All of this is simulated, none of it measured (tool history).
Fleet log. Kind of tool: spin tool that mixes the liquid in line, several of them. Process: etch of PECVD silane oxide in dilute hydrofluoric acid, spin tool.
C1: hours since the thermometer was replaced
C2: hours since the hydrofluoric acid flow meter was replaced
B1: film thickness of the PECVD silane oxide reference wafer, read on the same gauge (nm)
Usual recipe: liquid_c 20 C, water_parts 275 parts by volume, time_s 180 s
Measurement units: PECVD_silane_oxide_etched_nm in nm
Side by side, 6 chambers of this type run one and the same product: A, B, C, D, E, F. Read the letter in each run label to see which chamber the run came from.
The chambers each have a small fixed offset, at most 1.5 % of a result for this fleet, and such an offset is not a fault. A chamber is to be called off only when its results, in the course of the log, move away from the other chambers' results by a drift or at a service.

run 1B hour=9 | liquid_c=20 water_parts=275 time_s=180 | C1=910 C2=485.7 | B1=69.976 | PECVD_silane_oxide_etched_nm=14.748
run 2F hour=17.5 | liquid_c=20 water_parts=275 time_s=180 | C1=1947.5 C2=334.4 | B1=69.977 | PECVD_silane_oxide_etched_nm=14.877
run 3E hour=30.6 | liquid_c=20 water_parts=275 time_s=180 | C1=505.5 C2=151.1 | B1=70.014 | PECVD_silane_oxide_etched_nm=14.568
run 4C hour=41.4 | liquid_c=20 water_parts=275 time_s=180 | C1=1422.3 C2=279.1 | B1=69.996 | PECVD_silane_oxide_etched_nm=14.562
-- hour=46.4 chamber C: thermometer replaced
run 5A hour=53.9 | liquid_c=20 water_parts=275 time_s=180 | C1=362.3 C2=621.9 | B1=69.986 | PECVD_silane_oxide_etched_nm=14.814
run 6D hour=67.9 | liquid_c=20 water_parts=275 time_s=180 | C1=504.3 C2=1055.2 | B1=70.011 | PECVD_silane_oxide_etched_nm=14.779
run 7C hour=77.1 | liquid_c=20 water_parts=275 time_s=180 | C1=30.7 C2=314.8 | B1=70.003 | PECVD_silane_oxide_etched_nm=14.488
run 8D hour=84.6 | liquid_c=20 water_parts=275 time_s=180 | C1=521 C2=1071.9 | B1=69.991 | PECVD_silane_oxide_etched_nm=14.609
run 9F hour=93.6 | liquid_c=20 water_parts=275 time_s=180 | C1=2023.6 C2=410.5 | B1=69.995 | PECVD_silane_oxide_etched_nm=14.96
run 10E hour=99.8 | liquid_c=20 water_parts=275 time_s=180 | C1=574.7 C2=220.3 | B1=69.999 | PECVD_silane_oxide_etched_nm=14.755
run 11B hour=106 | liquid_c=20 water_parts=275 time_s=180 | C1=1007 C2=582.7 | B1=70.013 | PECVD_silane_oxide_etched_nm=14.738
run 12A hour=115.6 | liquid_c=20 water_parts=275 time_s=180 | C1=424 C2=683.6 | B1=69.976 | PECVD_silane_oxide_etched_nm=14.729
run 13A hour=125.3 | liquid_c=20 water_parts=275 time_s=180 | C1=433.7 C2=693.3 | B1=69.988 | PECVD_silane_oxide_etched_nm=14.844
-- hour=130.1 chamber F: thermometer replaced
run 14E hour=132.5 | liquid_c=20 water_parts=275 time_s=180 | C1=607.4 C2=253 | B1=69.976 | PECVD_silane_oxide_etched_nm=14.843
run 15F hour=146.3 | liquid_c=20 water_parts=275 time_s=180 | C1=16.2 C2=463.2 | B1=70.007 | PECVD_silane_oxide_etched_nm=14.919
run 16B hour=156.2 | liquid_c=20 water_parts=275 time_s=180 | C1=1057.2 C2=632.9 | B1=69.995 | PECVD_silane_oxide_etched_nm=14.581
run 17D hour=164.2 | liquid_c=20 water_parts=275 time_s=180 | C1=600.6 C2=1151.5 | B1=70.002 | PECVD_silane_oxide_etched_nm=14.583
-- hour=173.8 chamber D: thermometer replaced
run 18C hour=176.7 | liquid_c=20 water_parts=275 time_s=180 | C1=130.3 C2=414.4 | B1=69.991 | PECVD_silane_oxide_etched_nm=14.338
run 19C hour=184.6 | liquid_c=20 water_parts=275 time_s=180 | C1=138.2 C2=422.3 | B1=70.009 | PECVD_silane_oxide_etched_nm=14.475
-- hour=186 chamber F: hydrofluoric acid flow meter replaced
run 20B hour=190.7 | liquid_c=20 water_parts=275 time_s=180 | C1=1091.7 C2=667.4 | B1=70.002 | PECVD_silane_oxide_etched_nm=14.6
run 21A hour=203.4 | liquid_c=20 water_parts=275 time_s=180 | C1=511.8 C2=771.4 | B1=69.973 | PECVD_silane_oxide_etched_nm=14.687
run 22F hour=214.9 | liquid_c=23.5 water_parts=185 time_s=180 | C1=84.8 C2=28.9 | B1=69.997 | PECVD_silane_oxide_etched_nm=26.939
run 23E hour=224.9 | liquid_c=23.5 water_parts=185 time_s=180 | C1=699.8 C2=345.4 | B1=69.968 | PECVD_silane_oxide_etched_nm=27.013
run 24D hour=232.2 | liquid_c=23.5 water_parts=185 time_s=180 | C1=58.5 C2=1219.5 | B1=69.975 | PECVD_silane_oxide_etched_nm=27.667
run 25B hour=245.3 | liquid_c=23.5 water_parts=185 time_s=180 | C1=1146.3 C2=722 | B1=69.994 | PECVD_silane_oxide_etched_nm=27.343
run 26D hour=251.7 | liquid_c=23.5 water_parts=185 time_s=180 | C1=78 C2=1239 | B1=70 | PECVD_silane_oxide_etched_nm=27.32
run 27A hour=263.2 | liquid_c=23.5 water_parts=185 time_s=180 | C1=571.6 C2=831.2 | B1=69.994 | PECVD_silane_oxide_etched_nm=27.832
run 28C hour=277.2 | liquid_c=20 water_parts=275 time_s=180 | C1=230.8 C2=514.9 | B1=69.984 | PECVD_silane_oxide_etched_nm=14.585
run 29F hour=286.6 | liquid_c=20 water_parts=275 time_s=180 | C1=156.5 C2=100.6 | B1=69.992 | PECVD_silane_oxide_etched_nm=14.668
run 30E hour=296 | liquid_c=20 water_parts=275 time_s=180 | C1=770.9 C2=416.5 | B1=70.009 | PECVD_silane_oxide_etched_nm=14.093
run 31B hour=309.6 | liquid_c=20 water_parts=275 time_s=180 | C1=1210.6 C2=786.3 | B1=69.981 | PECVD_silane_oxide_etched_nm=14.739
run 32F hour=321.9 | liquid_c=20 water_parts=275 time_s=180 | C1=191.8 C2=135.9 | B1=70.001 | PECVD_silane_oxide_etched_nm=14.767
run 33D hour=332.3 | liquid_c=20 water_parts=275 time_s=180 | C1=158.6 C2=1319.6 | B1=70.008 | PECVD_silane_oxide_etched_nm=14.664
-- hour=334.9 chamber A: hydrofluoric acid flow meter replaced
run 34C hour=344.2 | liquid_c=20 water_parts=275 time_s=180 | C1=297.8 C2=581.9 | B1=70.004 | PECVD_silane_oxide_etched_nm=14.403
-- hour=347.3 chamber E: hydrofluoric acid flow meter replaced
run 35E hour=356.7 | liquid_c=20 water_parts=275 time_s=180 | C1=831.6 C2=9.5 | B1=70.026 | PECVD_silane_oxide_etched_nm=13.684
run 36A hour=364.6 | liquid_c=20 water_parts=275 time_s=180 | C1=673 C2=29.7 | B1=70.02 | PECVD_silane_oxide_etched_nm=14.849
run 37D hour=374.9 | liquid_c=20 water_parts=275 time_s=180 | C1=201.2 C2=1362.2 | B1=70.004 | PECVD_silane_oxide_etched_nm=14.482
run 38B hour=384.9 | liquid_c=23.5 water_parts=170 time_s=180 | C1=1285.9 C2=861.6 | B1=70.011 | PECVD_silane_oxide_etched_nm=29.555
run 39C hour=394.5 | liquid_c=23.5 water_parts=170 time_s=180 | C1=348.1 C2=632.2 | B1=70.003 | PECVD_silane_oxide_etched_nm=30.205

Each of the 6 chambers runs these same settings next. Fill in every chamber's results:
run 40A hour=404.5 | liquid_c=20 water_parts=275 time_s=180 | PECVD_silane_oxide_etched_nm=?
run 40B hour=404.5 | liquid_c=20 water_parts=275 time_s=180 | PECVD_silane_oxide_etched_nm=?
run 40C hour=404.5 | liquid_c=20 water_parts=275 time_s=180 | PECVD_silane_oxide_etched_nm=?
run 40D hour=404.5 | liquid_c=20 water_parts=275 time_s=180 | PECVD_silane_oxide_etched_nm=?
run 40E hour=404.5 | liquid_c=20 water_parts=275 time_s=180 | PECVD_silane_oxide_etched_nm=?
run 40F hour=404.5 | liquid_c=20 water_parts=275 time_s=180 | PECVD_silane_oxide_etched_nm=?

run=40A PECVD_silane_oxide_etched_nm=14.596
run=40B PECVD_silane_oxide_etched_nm=14.654
run=40C PECVD_silane_oxide_etched_nm=14.389
run=40D PECVD_silane_oxide_etched_nm=14.591
run=40E PECVD_silane_oxide_etched_nm=13.45
run=40F PECVD_silane_oxide_etched_nm=14.639

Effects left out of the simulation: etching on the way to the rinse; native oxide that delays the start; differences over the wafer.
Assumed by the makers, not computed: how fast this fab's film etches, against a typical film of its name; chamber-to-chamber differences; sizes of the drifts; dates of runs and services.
